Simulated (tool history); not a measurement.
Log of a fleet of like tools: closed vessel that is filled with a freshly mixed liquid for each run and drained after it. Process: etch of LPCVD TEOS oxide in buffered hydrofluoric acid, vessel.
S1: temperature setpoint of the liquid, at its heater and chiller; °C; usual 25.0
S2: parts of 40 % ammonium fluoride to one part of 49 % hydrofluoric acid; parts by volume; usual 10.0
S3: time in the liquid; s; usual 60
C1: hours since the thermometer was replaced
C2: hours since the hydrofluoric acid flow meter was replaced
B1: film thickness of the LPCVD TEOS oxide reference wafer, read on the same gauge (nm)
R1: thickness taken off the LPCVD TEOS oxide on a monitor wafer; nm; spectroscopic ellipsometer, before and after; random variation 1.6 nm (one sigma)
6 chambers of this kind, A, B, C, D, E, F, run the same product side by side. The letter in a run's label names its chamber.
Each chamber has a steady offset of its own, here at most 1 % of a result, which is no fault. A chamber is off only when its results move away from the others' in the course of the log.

run   hour    S1    S2  S3      C1      C2      B1       R1
 1A    9.0  25.0  10.0  60  1106.2   696.7  90.043  180.200
 2F   15.0  25.0  10.0  60   926.3   638.0  89.978  184.040
 3C   21.9  25.0  10.0  60    73.5   172.4  89.977  181.750
 4E   28.2  25.0  10.0  60   793.8  1594.7  89.981  178.660
 5B   37.2  25.0  10.0  60   270.0   182.1  89.985  180.620
 6D   43.7  25.0  10.0  60   162.5   707.5  90.022  180.600
 7D   51.8  25.0  10.0  60   170.6   715.6  89.964  179.270
 8A   61.0  25.0  13.5  35  1158.2   748.7  89.975   78.759
 9E   70.5  25.0  13.5  35   836.1  1637.0  90.046   79.545
10F   79.5  25.0  13.5  35   990.8   702.5  90.000   78.418
11B   84.8  25.0  13.5  35   317.6   229.7  89.991   79.070
12C   93.4  25.0  13.5  35   145.0   243.9  89.999   79.362
13B   98.8  25.0  13.5  35   331.6   243.7  90.047   79.198
14A  108.2  25.0  10.0  60  1205.4   795.9  89.977  178.990
15C  112.6  25.0  10.0  60   164.2   263.1  90.024  182.980
16E  117.6  20.5  12.0  60   883.2  1684.1  89.973  116.530
17F  122.3  20.5  12.0  60  1033.6   745.3  90.069  118.290
18D  128.8  20.5  12.0  60   247.6   792.6  90.024  118.830
     134.4  -- chamber D: hydrofluoric acid flow meter replaced
19F  135.3  20.5  12.0  60  1046.6   758.3  90.013  117.530
20B  139.4  20.5  12.0  60   372.2   284.3  90.011  120.220
21E  148.7  20.5  12.0  60   914.3  1715.2  89.985  119.150
22C  157.8  25.0  10.0  60   209.4   308.3  90.016  181.940
23D  162.9  25.0  10.0  60   281.7    28.6  90.033  179.960
24A  171.3  25.0   6.5  60  1268.5   859.0  89.984  269.670
25A  180.8  25.0   6.5  60  1278.0   868.5  89.956  265.460
26F  186.6  25.0   6.5  60  1097.9   809.6  90.037  264.370
27B  191.2  25.0   6.5  60   424.0   336.1  89.979  275.160
28D  198.5  25.0   6.5  60   317.3    64.2  89.972  269.940
29E  207.5  25.0   6.5  60   973.1  1774.0  89.991  269.620
30C  216.8  25.0  10.0  60   268.4   367.3  89.994  183.800
     219.7  -- chamber A: hydrofluoric acid flow meter replaced
31A  224.4  25.0  10.0  60  1321.6     4.8  90.044  183.950
32F  229.8  25.0   6.0  60  1141.1   852.8  89.976  274.630
33C  234.4  25.0   6.0  60   286.0   384.9  90.017  285.670
34E  240.2  25.0   6.0  60  1005.8  1806.7  89.988  286.970
35D  246.5  25.0   6.0  60   365.3   112.2  89.963  291.950
36B  255.6  25.0   6.0  60   488.4   400.5  90.006  292.820
37E  264.1  25.0   6.0  60  1029.7  1830.6  90.046  286.650
38D  271.6  25.0  10.0  40   390.4   137.3  90.017  121.050
39C  277.8  25.0  10.0  40   329.4   428.3  89.950  121.060
40B  282.3  25.0  10.0  40   515.1   427.2  89.992  121.750

Is one chamber off against the others, does the gauge drift, or is nothing wrong? If a chamber is off, say which, and what the likeliest cause is.

Chamber F drifts away from the others.
Cause: liquid colder than its thermometer reads (K) = 1.79.
The log may not tell that from: hydrofluoric acid flow below the setpoint (%).

Here are 4 candidates for chamber F's next run, each the usual settings with a change, their results left as question marks. Which one brings its results back in line with what the others give on the usual settings?
In line means no further than this from the other chambers' mean on the usual settings: R1 5.500 nm
41F-1  289.3  25.0  10.0  55               ?
41F-2  289.3  26.0  10.0  60               ?
41F-3  289.3  25.0  10.5  60               ?
41F-4  289.3  25.5  10.0  65               ?

The other chambers' mean on the usual settings: R1 181.330 nm
  run       R1
41F-1  150.210
41F-2  172.880
41F-3  156.260
41F-4  182.350
41F-4 brings the chamber back in line.
